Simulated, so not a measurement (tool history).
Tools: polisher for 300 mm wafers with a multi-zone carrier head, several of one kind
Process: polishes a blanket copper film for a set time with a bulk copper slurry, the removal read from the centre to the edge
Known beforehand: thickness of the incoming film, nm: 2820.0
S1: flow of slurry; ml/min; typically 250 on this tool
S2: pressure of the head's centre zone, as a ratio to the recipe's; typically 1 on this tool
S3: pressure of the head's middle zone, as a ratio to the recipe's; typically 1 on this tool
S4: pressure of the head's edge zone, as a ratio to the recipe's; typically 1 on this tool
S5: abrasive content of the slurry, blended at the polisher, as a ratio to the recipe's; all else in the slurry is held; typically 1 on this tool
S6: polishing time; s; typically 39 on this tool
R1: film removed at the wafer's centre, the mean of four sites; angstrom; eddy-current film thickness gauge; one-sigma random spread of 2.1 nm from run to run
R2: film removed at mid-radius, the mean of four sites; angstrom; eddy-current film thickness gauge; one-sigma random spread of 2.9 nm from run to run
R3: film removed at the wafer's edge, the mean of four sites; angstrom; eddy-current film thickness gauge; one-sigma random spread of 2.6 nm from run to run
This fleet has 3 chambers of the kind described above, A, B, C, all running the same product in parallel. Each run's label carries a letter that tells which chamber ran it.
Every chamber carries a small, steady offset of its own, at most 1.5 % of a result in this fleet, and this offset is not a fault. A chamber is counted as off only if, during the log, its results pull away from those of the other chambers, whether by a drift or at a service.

run     day   S1    S2  S3    S4  S5  S6      R1      R2      R3
 1C   0.392  250     1   1     1   1  39  2385.8  2383.5  2463.1
      0.596  -- chamber C: slurry nozzle cleaned
      0.888  -- chamber B: worn pad replaced by a new one
 2B   0.925  250     1   1     1   1  39  2438.5  2436.8    2454
 3A   1.404  250     1   1     1   1  39  2430.7  2428.9    2436
      1.562  -- chamber B: slurry nozzle cleaned
 4C   1.996  250     1   1     1   1  39  2448.1  2345.5  2400.3
      2.229  -- chamber A: centre zone pressure recalibrated
 5B   2.621  250     1   1     1   1  39  2413.2  2420.2  2471.6
      2.704  -- chamber C: worn pad replaced by a new one
      2.871  -- chamber B: centre zone pressure recalibrated
      3.188  -- chamber A: edge zone pressure recalibrated
 6A   3.221  250     1   1     1   1  39  2415.9  2390.4  2465.9
 7A    3.55  250     1   1     1   1  39    2397  2413.9  2457.8
      3.746  -- chamber B: edge zone pressure recalibrated
 8B   4.054  250     1   1     1   1  39  2422.9    2457  2420.3
 9C   4.421  250     1   1     1   1  44  2768.2    2677  2760.7
10A   4.829  250     1   1     1   1  44  2709.9  2708.5  2711.3
      5.038  -- chamber B: worn pad replaced by a new one
11C    5.15  250     1   1     1   1  44  2776.3  2708.5  2748.7
12B   5.729  250     1   1     1   1  39  2437.7  2436.9    2406
13C   6.062  165  0.95   1     1   1  39  2176.6  2206.5  2261.2
      6.671  -- chamber C: worn pad replaced by a new one
14B   6.679  165  0.95   1     1   1  39  2160.4  2318.5  2292.8
15A   7.167  165  0.95   1     1   1  39  2131.1  2291.9  2310.6
16B   7.725  250     1   1     1   1  39  2415.4  2472.1  2445.7
17A   8.362  250     1   1     1   1  39  2363.7  2416.2  2432.3
      8.475  -- chamber B: worn pad replaced by a new one
18C   8.779  250     1   1     1   1  39  2456.6  2404.3  2393.6
19C   9.233  250     1   1     1   1  39    2441  2383.2  2432.5
20A   9.529  250     1   1     1   1  39  2348.9  2330.6  2349.4
21B  10.083  250     1   1     1   1  39  2406.3  2467.8  2474.7
     10.375  -- chamber C: worn pad replaced by a new one
22A  10.412  250     1   1     1   1  39    2329  2336.3  2381.6
23C  10.779  250     1   1     1   1  39  2424.8  2366.1  2422.4
24B  11.383  250     1   1     1   1  39  2438.7  2451.8  2391.9
25C  11.821  250     1   1     1   1  39  2388.9  2360.9  2412.7
      11.85  -- chamber A: slurry nozzle cleaned
     12.283  -- chamber B: worn pad replaced by a new one
26A  12.325  250     1   1     1   1  39  2348.3  2314.6  2410.1
27B  12.692  250     1   1     1   1  39  2380.2  2378.7  2444.2
28A  13.075  250     1   1     1   1  39  2308.4  2303.4  2329.1
     13.121  -- chamber C: edge zone pressure recalibrated
29C  13.388  250     1   1     1   1  39  2414.2  2370.6  2391.7
30B  13.733  250     1   1     1   1  39  2405.2  2459.3  2456.3
31C  14.221  250     1   1     1   1  39  2399.6  2396.1  2425.8
     14.304  -- chamber C: worn pad replaced by a new one
32A  14.575  250     1   1     1   1  39  2270.2  2338.3  2331.5
     14.858  -- chamber C: slurry nozzle cleaned
33B  15.221  250     1   1     1   1  39  2391.2    2444  2406.8
34C  15.746  250     1   1  1.07   1  39  2414.6  2368.4  2558.3
     15.954  -- chamber B: slurry nozzle cleaned
     16.071  -- chamber B: worn pad replaced by a new one
35A  16.071  250     1   1  1.07   1  39  2293.6  2241.5  2398.9
36B    16.4  250     1   1  1.07   1  39    2453  2415.9  2520.5
     16.754  -- chamber C: centre zone pressure recalibrated
37B  17.029  250     1   1     1   1  39  2387.7  2473.4  2426.6
38A  17.588  250     1   1     1   1  39  2239.3  2233.9  2293.9
     17.829  -- chamber C: worn pad replaced by a new one
39C  18.017  250  0.96   1     1   1  39  2300.5  2340.8  2471.6
40A  18.358  250  0.96   1     1   1  39  2154.1  2223.7  2284.3
41C  18.733  250  0.96   1     1   1  39  2300.2  2373.6  2419.5
42B  19.108  250     1   1     1   1  39    2406    2387  2418.1

Does one chamber stand apart from the rest, does the shared gauge drift, or is all well apart from small per-chamber offsets? Give the chamber and the most likely cause, where there is one.

It is chamber A that slowly wanders off from its peers.
Cause: removal rate lost through wear of the pad, % = 7.79.

Which of the 4 candidates below, each the usual settings with something changed and its results left as question marks, puts chamber A back in line with what the other chambers give on the usual settings?
A result is in line if it is within this distance of the other chambers' mean on the usual settings: R1 73 angstrom; R2 100 angstrom; R3 92 angstrom
43A-1  19.583  250  1.01     1   1   1  42   ?   ?   ?
43A-2  19.583  255  1.01  1.01   1   1  44   ?   ?   ?
43A-3  19.583  245  0.99  0.99   1   1  34   ?   ?   ?
43A-4  19.583  250  0.99     1   1   1  36   ?   ?   ?

Mean of the other chambers on the usual settings: R1 2413 angstrom; R2 2413 angstrom; R3 2428.1 angstrom
  run      R1      R2      R3
43A-1  2420.2  2393.8  2422.1
43A-2    2542  2536.4  2541.3
43A-3  1911.8  1915.8  1957.6
43A-4  2029.7    2052  2076.1
43A-1 is the one that brings the chamber's results back in line with the other chambers.
